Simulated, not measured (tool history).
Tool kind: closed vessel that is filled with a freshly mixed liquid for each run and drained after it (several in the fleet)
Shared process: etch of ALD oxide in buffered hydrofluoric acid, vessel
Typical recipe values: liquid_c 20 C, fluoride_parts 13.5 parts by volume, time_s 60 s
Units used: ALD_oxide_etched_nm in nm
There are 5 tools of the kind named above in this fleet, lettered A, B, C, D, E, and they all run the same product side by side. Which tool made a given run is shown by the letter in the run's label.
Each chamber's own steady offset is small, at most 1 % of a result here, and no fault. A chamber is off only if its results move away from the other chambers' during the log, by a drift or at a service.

| run | hour | liquid_c | fluoride_parts | time_s | hours since the thermometer was replaced | hours since the hydrofluoric acid flow meter was replaced | read-back film thickness of the ALD oxide reference wafer, read on the same gauge (nm) | ALD_oxide_etched_nm |
|---|---|---|---|---|---|---|---|---|
|  | 5.7 | chamber A: hydrofluoric acid flow meter replaced |
| 1E | 7.1 | 20 | 13.5 | 60 | 953 | 785.2 | 70.013 | 66.29 |
| 2B | 16.4 | 20 | 13.5 | 60 | 545.4 | 1475.1 | 70 | 65.809 |
| 3A | 23.4 | 20 | 13.5 | 60 | 1498.4 | 17.8 | 70.002 | 67.212 |
| 4C | 37.2 | 20 | 13.5 | 60 | 1246.8 | 365.4 | 69.994 | 66.074 |
| 5D | 47.3 | 23.5 | 13.5 | 30 | 927.1 | 1307.6 | 69.986 | 39.182 |
| 6E | 54.4 | 23.5 | 13.5 | 30 | 1000.3 | 832.5 | 69.991 | 39.627 |
| 7A | 66.4 | 23.5 | 13.5 | 30 | 1541.4 | 60.8 | 69.992 | 40.087 |
| 8D | 81.4 | 23.5 | 13.5 | 30 | 961.2 | 1341.7 | 70.045 | 39.809 |
| 9C | 90.8 | 23.5 | 13.5 | 30 | 1300.4 | 419 | 70.074 | 40.479 |
| 10B | 105.2 | 20 | 13.5 | 60 | 634.2 | 1563.9 | 69.993 | 65.711 |
| 11B | 121.4 | 20 | 13.5 | 60 | 650.4 | 1580.1 | 70.007 | 65.76 |
| 12D | 132 | 20 | 13.5 | 60 | 1011.8 | 1392.3 | 70.038 | 65.443 |
| 13C | 145.1 | 20 | 13.5 | 60 | 1354.7 | 473.3 | 69.942 | 67.407 |
| 14E | 159.6 | 20 | 13.5 | 60 | 1105.5 | 937.7 | 70.026 | 66.747 |
| 15A | 169.5 | 20 | 11.5 | 60 | 1644.5 | 163.9 | 70.019 | 77.433 |
| 16E | 183 | 20 | 11.5 | 60 | 1128.9 | 961.1 | 70.028 | 78.369 |
| 17C | 192.6 | 20 | 11.5 | 60 | 1402.2 | 520.8 | 69.997 | 78.194 |
| 18B | 201.2 | 20 | 11.5 | 60 | 730.2 | 1659.9 | 70.014 | 79.568 |
| 19D | 211.6 | 20 | 11.5 | 60 | 1091.4 | 1471.9 | 69.965 | 75.176 |
| 20A | 221.5 | 20 | 13.5 | 60 | 1696.5 | 215.9 | 70.028 | 66.531 |
| 21A | 235.8 | 20 | 13.5 | 60 | 1710.8 | 230.2 | 70.022 | 65.139 |
| 22E | 248.4 | 20 | 13.5 | 60 | 1194.3 | 1026.5 | 70.038 | 66.454 |
|  | 260.7 | chamber C: thermometer replaced |
| 23D | 262.6 | 20 | 13.5 | 60 | 1142.4 | 1522.9 | 70.041 | 64.384 |
| 24B | 269.6 | 20 | 13.5 | 60 | 798.6 | 1728.3 | 69.958 | 68.745 |
| 25C | 284.5 | 20 | 13.5 | 30 | 23.8 | 612.7 | 69.984 | 32.992 |
| 26D | 298.5 | 20 | 13.5 | 30 | 1178.3 | 1558.8 | 69.933 | 32.952 |
| 27A | 306 | 20 | 13.5 | 30 | 1781 | 300.4 | 69.981 | 33.011 |
| 28B | 315.1 | 20 | 13.5 | 30 | 844.1 | 1773.8 | 69.996 | 35.804 |
| 29C | 328.9 | 20 | 13.5 | 30 | 68.2 | 657.1 | 70.005 | 33.075 |
| 30E | 339 | 20 | 13.5 | 60 | 1284.9 | 1117.1 | 69.962 | 65.826 |
| 31A | 350.5 | 20 | 13.5 | 60 | 1825.5 | 344.9 | 70.021 | 66.675 |
|  | 359.5 | chamber D: thermometer replaced |
| 32C | 364.7 | 20 | 13.5 | 60 | 104 | 692.9 | 69.969 | 65.117 |
| 33B | 378.1 | 20 | 13.5 | 60 | 907.1 | 1836.8 | 70.016 | 72.671 |
| 34E | 389.1 | 20 | 13.5 | 60 | 1335 | 1167.2 | 70.011 | 66.526 |
| 35D | 401.9 | 20 | 13.5 | 60 | 42.5 | 1662.2 | 70.015 | 64.354 |
| 36A | 413 | 20 | 13.5 | 60 | 1888 | 407.4 | 69.984 | 65.044 |

Decide between three cases: one chamber stands off from its peers, the gauge reading all wafers drifts, or nothing is wrong past each chamber's small offset. Where a chamber is off, say which and what most likely put it there.

One chamber, B, drifts off from the rest bit by bit.
What lies behind it: liquid hotter than its thermometer reads (K) = 1.92.
The log may not tell that from: hydrofluoric acid flow above the setpoint (%).

Here are 4 candidates for chamber B's next run, each the usual settings with a change, their results left as question marks. Which one brings its results back in line with what the others give on the usual settings?
Allowed miss from the other chambers' usual-settings mean, per result, to count as in line: ALD_oxide_etched_nm 2.3 nm
| 37B-1 | 424.6 | 19.5 | 13.5 | 60 |  |  |  | ? |
| 37B-2 | 424.6 | 18 | 13.5 | 60 |  |  |  | ? |
| 37B-3 | 424.6 | 20.5 | 13.5 | 60 |  |  |  | ? |
| 37B-4 | 424.6 | 20 | 13 | 65 |  |  |  | ? |

What the other chambers average on the usual settings: ALD_oxide_etched_nm 65.657 nm
| run | ALD_oxide_etched_nm |
|---|---|
| 37B-1 | 71.017 |
| 37B-2 | 65.352 |
| 37B-3 | 75.058 |
| 37B-4 | 82.11 |
With 37B-2, the chamber falls back in line with the rest.
